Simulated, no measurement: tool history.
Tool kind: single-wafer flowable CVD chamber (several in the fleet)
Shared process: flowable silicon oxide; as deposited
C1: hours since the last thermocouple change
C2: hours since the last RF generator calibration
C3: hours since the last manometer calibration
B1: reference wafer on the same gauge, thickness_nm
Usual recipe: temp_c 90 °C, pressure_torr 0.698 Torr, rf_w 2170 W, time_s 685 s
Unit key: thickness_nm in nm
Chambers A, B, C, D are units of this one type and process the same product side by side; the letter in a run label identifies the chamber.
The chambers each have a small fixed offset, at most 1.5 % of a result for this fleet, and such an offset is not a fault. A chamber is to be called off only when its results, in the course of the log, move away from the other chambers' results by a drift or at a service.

run 1A hour=8.5 | temp_c=90 pressure_torr=0.698 rf_w=2170 time_s=685 | C1=646.6 C2=1092.2 C3=966 | B1=570.05 | thickness_nm=498.38
-- hour=15.6 chamber D: RF generator calibrated
run 2D hour=16.5 | temp_c=90 pressure_torr=0.698 rf_w=2170 time_s=685 | C1=584.1 C2=1 C3=1616.5 | B1=569.67 | thickness_nm=490.87
run 3B hour=26.5 | temp_c=90 pressure_torr=0.698 rf_w=2170 time_s=685 | C1=362.1 C2=595.8 C3=874.3 | B1=569.65 | thickness_nm=491.18
run 4C hour=33.3 | temp_c=90 pressure_torr=0.698 rf_w=2170 time_s=685 | C1=644.8 C2=356.4 C3=683.4 | B1=569.7 | thickness_nm=495.57
run 5D hour=40.2 | temp_c=90 pressure_torr=0.698 rf_w=2170 time_s=685 | C1=607.8 C2=24.7 C3=1640.2 | B1=569.68 | thickness_nm=488.39
run 6B hour=51.4 | temp_c=90 pressure_torr=0.564 rf_w=2170 time_s=798 | C1=387 C2=620.7 C3=899.2 | B1=569.94 | thickness_nm=426.31
run 7C hour=57.1 | temp_c=90 pressure_torr=0.564 rf_w=2170 time_s=798 | C1=668.6 C2=380.2 C3=707.2 | B1=569.74 | thickness_nm=432.12
run 8A hour=69.7 | temp_c=90 pressure_torr=0.564 rf_w=2170 time_s=798 | C1=707.8 C2=1153.4 C3=1027.2 | B1=570.14 | thickness_nm=428.74
run 9B hour=81.1 | temp_c=90 pressure_torr=0.564 rf_w=2170 time_s=798 | C1=416.7 C2=650.4 C3=928.9 | B1=569.89 | thickness_nm=423.51
run 10A hour=86.8 | temp_c=90 pressure_torr=0.698 rf_w=2170 time_s=685 | C1=724.9 C2=1170.5 C3=1044.3 | B1=569.86 | thickness_nm=497.95
run 11C hour=93.2 | temp_c=90 pressure_torr=0.698 rf_w=2170 time_s=685 | C1=704.7 C2=416.3 C3=743.3 | B1=570.2 | thickness_nm=499.35
run 12D hour=103.3 | temp_c=90 pressure_torr=0.698 rf_w=2170 time_s=685 | C1=670.9 C2=87.8 C3=1703.3 | B1=569.82 | thickness_nm=486.68
run 13D hour=114.3 | temp_c=90 pressure_torr=0.698 rf_w=2170 time_s=685 | C1=681.9 C2=98.8 C3=1714.3 | B1=570.29 | thickness_nm=487.37
run 14B hour=121.9 | temp_c=90 pressure_torr=0.698 rf_w=2170 time_s=685 | C1=457.5 C2=691.2 C3=969.7 | B1=569.61 | thickness_nm=492.34
run 15A hour=129.5 | temp_c=90 pressure_torr=0.698 rf_w=2170 time_s=685 | C1=767.6 C2=1213.2 C3=1087 | B1=570 | thickness_nm=496.8
run 16C hour=136.5 | temp_c=90 pressure_torr=0.698 rf_w=2170 time_s=685 | C1=748 C2=459.6 C3=786.6 | B1=569.91 | thickness_nm=495.68
run 17C hour=147.6 | temp_c=90 pressure_torr=0.698 rf_w=2170 time_s=685 | C1=759.1 C2=470.7 C3=797.7 | B1=570.01 | thickness_nm=492.79
run 18A hour=159.7 | temp_c=90 pressure_torr=0.698 rf_w=2170 time_s=685 | C1=797.8 C2=1243.4 C3=1117.2 | B1=569.5 | thickness_nm=496.51
run 19D hour=167.3 | temp_c=90 pressure_torr=0.698 rf_w=2170 time_s=685 | C1=734.9 C2=151.8 C3=1767.3 | B1=570.07 | thickness_nm=487.96
run 20B hour=177.6 | temp_c=90 pressure_torr=0.698 rf_w=2170 time_s=685 | C1=513.2 C2=746.9 C3=1025.4 | B1=570.03 | thickness_nm=493.47
run 21C hour=184.6 | temp_c=90 pressure_torr=0.698 rf_w=2170 time_s=685 | C1=796.1 C2=507.7 C3=834.7 | B1=569.98 | thickness_nm=497.85
run 22B hour=196.4 | temp_c=90 pressure_torr=0.698 rf_w=2170 time_s=685 | C1=532 C2=765.7 C3=1044.2 | B1=570.25 | thickness_nm=492.96
-- hour=201.6 chamber D: capacitance manometer re-zeroed and calibrated
run 23A hour=202.9 | temp_c=90 pressure_torr=0.698 rf_w=2170 time_s=685 | C1=841 C2=1286.6 C3=1160.4 | B1=570.01 | thickness_nm=497.91
run 24D hour=208.5 | temp_c=90 pressure_torr=0.698 rf_w=2170 time_s=685 | C1=776.1 C2=193 C3=7 | B1=569.95 | thickness_nm=478.4
run 25B hour=215.5 | temp_c=90 pressure_torr=0.698 rf_w=2170 time_s=685 | C1=551.1 C2=784.8 C3=1063.3 | B1=569.72 | thickness_nm=491.91
-- hour=216 chamber A: RF generator calibrated
run 26D hour=223 | temp_c=90 pressure_torr=0.698 rf_w=2170 time_s=685 | C1=790.6 C2=207.5 C3=21.5 | B1=570.26 | thickness_nm=477.79
run 27A hour=231.1 | temp_c=90 pressure_torr=0.698 rf_w=2170 time_s=685 | C1=869.2 C2=15.2 C3=1188.6 | B1=570.22 | thickness_nm=496.17
run 28C hour=239.3 | temp_c=90 pressure_torr=0.698 rf_w=2170 time_s=685 | C1=850.8 C2=562.4 C3=889.4 | B1=570.15 | thickness_nm=495.86
run 29C hour=247.6 | temp_c=90 pressure_torr=0.698 rf_w=2170 time_s=685 | C1=859.1 C2=570.7 C3=897.7 | B1=570.61 | thickness_nm=496.6
run 30D hour=259.2 | temp_c=90 pressure_torr=0.698 rf_w=2170 time_s=685 | C1=826.8 C2=243.7 C3=57.7 | B1=570.33 | thickness_nm=477.23
run 31A hour=271.3 | temp_c=90 pressure_torr=0.698 rf_w=2170 time_s=685 | C1=909.4 C2=55.4 C3=1228.8 | B1=569.63 | thickness_nm=494.41
run 32B hour=283.4 | temp_c=90 pressure_torr=0.698 rf_w=2170 time_s=685 | C1=619 C2=852.7 C3=1131.2 | B1=569.88 | thickness_nm=492.22
run 33B hour=294.6 | temp_c=90 pressure_torr=0.698 rf_w=2170 time_s=685 | C1=630.2 C2=863.9 C3=1142.4 | B1=570.13 | thickness_nm=492.17
run 34A hour=306.5 | temp_c=90 pressure_torr=0.698 rf_w=2170 time_s=685 | C1=944.6 C2=90.6 C3=1264 | B1=569.98 | thickness_nm=499.16
run 35C hour=314.2 | temp_c=90 pressure_torr=0.698 rf_w=2170 time_s=685 | C1=925.7 C2=637.3 C3=964.3 | B1=570.05 | thickness_nm=495.44
run 36D hour=326.8 | temp_c=90 pressure_torr=0.698 rf_w=2170 time_s=685 | C1=894.4 C2=311.3 C3=125.3 | B1=570.18 | thickness_nm=478.23
run 37A hour=337.6 | temp_c=90 pressure_torr=0.698 rf_w=2170 time_s=685 | C1=975.7 C2=121.7 C3=1295.1 | B1=570.44 | thickness_nm=499.06
run 38D hour=345.7 | temp_c=90 pressure_torr=0.698 rf_w=2170 time_s=685 | C1=913.3 C2=330.2 C3=144.2 | B1=570.26 | thickness_nm=479.52
run 39B hour=352.7 | temp_c=90 pressure_torr=0.698 rf_w=2170 time_s=685 | C1=688.3 C2=922 C3=1200.5 | B1=569.86 | thickness_nm=491.7

What goes on in this fleet: one chamber off, a drifting gauge, or nothing beyond the chambers' own small offsets? Name the chamber and the cause, if any.

The work done on chamber D during a service left it standing apart from the others.
Cause: true pressure below the setpoint (%) = 1.5.

Here are 4 candidates for chamber D's next run, each the usual settings with a change, their results left as question marks. Which one brings its results back in line with what the others give on the usual settings?
In line means no further than this from the other chambers' mean on the usual settings: thickness_nm 5.3 nm
run 40D-1 hour=361.9 | temp_c=90 pressure_torr=0.692 rf_w=2170 time_s=682 | thickness_nm=?
run 40D-2 hour=361.9 | temp_c=91 pressure_torr=0.698 rf_w=2170 time_s=685 | thickness_nm=?
run 40D-3 hour=361.9 | temp_c=90 pressure_torr=0.716 rf_w=2175 time_s=685 | thickness_nm=?
run 40D-4 hour=361.9 | temp_c=90 pressure_torr=0.702 rf_w=2170 time_s=687 | thickness_nm=?

The mean the other chambers reach with the usual settings: thickness_nm 495.56 nm
run=40D-1 thickness_nm=470.83
run=40D-2 thickness_nm=462.43
run=40D-3 thickness_nm=495.98
run=40D-4 thickness_nm=483.8
40D-3 is the one that brings the chamber's results back in line with the other chambers.
